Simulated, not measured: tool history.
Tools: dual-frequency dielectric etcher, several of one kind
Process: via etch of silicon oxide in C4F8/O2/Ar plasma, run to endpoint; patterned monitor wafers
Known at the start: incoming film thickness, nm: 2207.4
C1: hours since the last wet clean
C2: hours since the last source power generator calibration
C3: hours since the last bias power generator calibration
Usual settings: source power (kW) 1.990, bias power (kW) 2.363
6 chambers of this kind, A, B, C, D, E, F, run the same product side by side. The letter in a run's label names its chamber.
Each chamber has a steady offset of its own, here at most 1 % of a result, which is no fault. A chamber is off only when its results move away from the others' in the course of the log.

run 1E hour=9.6 | source_power_(kW)=1.990 bias_power_(kW)=2.363 | C1=111.0 C2=1097.2 C3=1983.0 | endpoint_time_(s)=418.61
run 2F hour=15.4 | source_power_(kW)=1.990 bias_power_(kW)=2.363 | C1=243.8 C2=438.8 C3=2739.3 | endpoint_time_(s)=417.36
run 3B hour=24.4 | source_power_(kW)=1.990 bias_power_(kW)=2.363 | C1=454.6 C2=1979.7 C3=939.5 | endpoint_time_(s)=417.50
run 4C hour=32.8 | source_power_(kW)=1.990 bias_power_(kW)=2.363 | C1=299.9 C2=1071.3 C3=3008.7 | endpoint_time_(s)=420.39
run 5A hour=42.3 | source_power_(kW)=1.990 bias_power_(kW)=2.363 | C1=496.8 C2=209.3 C3=2790.8 | endpoint_time_(s)=416.57
run 6D hour=49.8 | source_power_(kW)=1.990 bias_power_(kW)=2.363 | C1=290.8 C2=2248.3 C3=2876.9 | endpoint_time_(s)=417.20
run 7C hour=57.2 | source_power_(kW)=1.990 bias_power_(kW)=2.363 | C1=324.3 C2=1095.7 C3=3033.1 | endpoint_time_(s)=419.33
-- hour=59.5 chamber D: bias power generator calibrated
run 8D hour=69.3 | source_power_(kW)=1.990 bias_power_(kW)=2.363 | C1=310.3 C2=2267.8 C3=9.9 | endpoint_time_(s)=413.80
run 9A hour=78.1 | source_power_(kW)=1.990 bias_power_(kW)=2.363 | C1=532.6 C2=245.1 C3=2826.6 | endpoint_time_(s)=415.75
run 10F hour=87.2 | source_power_(kW)=1.990 bias_power_(kW)=2.363 | C1=315.6 C2=510.6 C3=2811.1 | endpoint_time_(s)=416.76
run 11E hour=94.4 | source_power_(kW)=1.990 bias_power_(kW)=2.363 | C1=195.8 C2=1182.0 C3=2067.8 | endpoint_time_(s)=418.49
run 12B hour=105.4 | source_power_(kW)=2.430 bias_power_(kW)=2.363 | C1=535.6 C2=2060.7 C3=1020.5 | endpoint_time_(s)=383.08
run 13C hour=111.2 | source_power_(kW)=2.430 bias_power_(kW)=2.363 | C1=378.3 C2=1149.7 C3=3087.1 | endpoint_time_(s)=386.77
-- hour=112.1 chamber A: wet clean of the chamber
-- hour=119.1 chamber B: wet clean of the chamber
run 14A hour=120.4 | source_power_(kW)=2.430 bias_power_(kW)=2.363 | C1=8.4 C2=287.4 C3=2868.9 | endpoint_time_(s)=382.50
run 15D hour=131.6 | source_power_(kW)=2.430 bias_power_(kW)=2.363 | C1=372.6 C2=2330.1 C3=72.2 | endpoint_time_(s)=384.18
-- hour=137.2 chamber E: bias power generator calibrated
run 16E hour=141.7 | source_power_(kW)=2.430 bias_power_(kW)=2.363 | C1=243.1 C2=1229.3 C3=4.5 | endpoint_time_(s)=387.59
run 17B hour=152.4 | source_power_(kW)=2.430 bias_power_(kW)=2.363 | C1=33.4 C2=2107.7 C3=1067.5 | endpoint_time_(s)=380.86
run 18F hour=162.3 | source_power_(kW)=1.990 bias_power_(kW)=2.363 | C1=390.7 C2=585.7 C3=2886.2 | endpoint_time_(s)=413.61
run 19D hour=175.1 | source_power_(kW)=2.150 bias_power_(kW)=2.872 | C1=416.1 C2=2373.6 C3=115.7 | endpoint_time_(s)=380.99
run 20B hour=187.3 | source_power_(kW)=2.150 bias_power_(kW)=2.872 | C1=68.3 C2=2142.6 C3=1102.4 | endpoint_time_(s)=379.06
run 21F hour=198.8 | source_power_(kW)=2.150 bias_power_(kW)=2.872 | C1=427.2 C2=622.2 C3=2922.7 | endpoint_time_(s)=376.07
run 22C hour=208.6 | source_power_(kW)=2.150 bias_power_(kW)=2.872 | C1=475.7 C2=1247.1 C3=3184.5 | endpoint_time_(s)=382.47
run 23E hour=217.7 | source_power_(kW)=2.150 bias_power_(kW)=2.872 | C1=319.1 C2=1305.3 C3=80.5 | endpoint_time_(s)=384.36
run 24A hour=227.8 | source_power_(kW)=2.150 bias_power_(kW)=2.872 | C1=115.8 C2=394.8 C3=2976.3 | endpoint_time_(s)=380.43
run 25C hour=240.6 | source_power_(kW)=1.990 bias_power_(kW)=2.363 | C1=507.7 C2=1279.1 C3=3216.5 | endpoint_time_(s)=418.93
run 26A hour=249.0 | source_power_(kW)=1.990 bias_power_(kW)=2.363 | C1=137.0 C2=416.0 C3=2997.5 | endpoint_time_(s)=416.56
-- hour=254.4 chamber C: bias power generator calibrated
run 27E hour=255.3 | source_power_(kW)=1.990 bias_power_(kW)=2.363 | C1=356.7 C2=1342.9 C3=118.1 | endpoint_time_(s)=418.49
run 28D hour=263.2 | source_power_(kW)=1.990 bias_power_(kW)=2.363 | C1=504.2 C2=2461.7 C3=203.8 | endpoint_time_(s)=416.40
run 29F hour=269.2 | source_power_(kW)=1.990 bias_power_(kW)=2.363 | C1=497.6 C2=692.6 C3=2993.1 | endpoint_time_(s)=405.06
run 30B hour=281.4 | source_power_(kW)=1.990 bias_power_(kW)=2.363 | C1=162.4 C2=2236.7 C3=1196.5 | endpoint_time_(s)=413.18
-- hour=284.9 chamber C: wet clean of the chamber
run 31E hour=288.9 | source_power_(kW)=1.990 bias_power_(kW)=2.363 | C1=390.3 C2=1376.5 C3=151.7 | endpoint_time_(s)=420.96
run 32A hour=297.5 | source_power_(kW)=1.990 bias_power_(kW)=2.363 | C1=185.5 C2=464.5 C3=3046.0 | endpoint_time_(s)=414.23
run 33F hour=304.6 | source_power_(kW)=1.990 bias_power_(kW)=1.848 | C1=533.0 C2=728.0 C3=3028.5 | endpoint_time_(s)=434.41
run 34C hour=312.3 | source_power_(kW)=1.990 bias_power_(kW)=1.848 | C1=27.4 C2=1350.8 C3=58.0 | endpoint_time_(s)=447.98
-- hour=316.4 chamber D: wet clean of the chamber
run 35D hour=323.5 | source_power_(kW)=1.990 bias_power_(kW)=1.848 | C1=7.1 C2=2522.0 C3=264.1 | endpoint_time_(s)=445.46
run 36B hour=330.9 | source_power_(kW)=1.990 bias_power_(kW)=1.848 | C1=211.9 C2=2286.2 C3=1246.0 | endpoint_time_(s)=444.06
run 37A hour=343.5 | source_power_(kW)=1.990 bias_power_(kW)=1.848 | C1=231.5 C2=510.5 C3=3092.0 | endpoint_time_(s)=446.11
run 38F hour=349.1 | source_power_(kW)=1.990 bias_power_(kW)=1.848 | C1=577.5 C2=772.5 C3=3073.0 | endpoint_time_(s)=429.69

What goes on in this fleet: one chamber off, a drifting gauge, or nothing beyond the chambers' own small offsets? Name the chamber and the cause, if any.

Chamber F drifts away from the others.
Cause: etch rate over this chamber's usual, % = 4.71.

Here are 4 candidates for chamber F's next run, each the usual settings with a change, their results left as question marks. Which one brings its results back in line with what the others give on the usual settings?
In line means no further than this from the other chambers' mean on the usual settings: endpoint time (s) 4.70
run 39F-1 hour=358.3 | source_power_(kW)=1.990 bias_power_(kW)=2.721 | endpoint_time_(s)=?
run 39F-2 hour=358.3 | source_power_(kW)=1.870 bias_power_(kW)=2.363 | endpoint_time_(s)=?
run 39F-3 hour=358.3 | source_power_(kW)=1.760 bias_power_(kW)=2.363 | endpoint_time_(s)=?
run 39F-4 hour=358.3 | source_power_(kW)=1.990 bias_power_(kW)=2.554 | endpoint_time_(s)=?

The other chambers' mean on the usual settings: endpoint time (s) 417.02
run=39F-1 endpoint_time_(s)=381.87
run=39F-2 endpoint_time_(s)=408.67
run=39F-3 endpoint_time_(s)=418.62
run=39F-4 endpoint_time_(s)=389.39
39F-3 brings the chamber back in line.
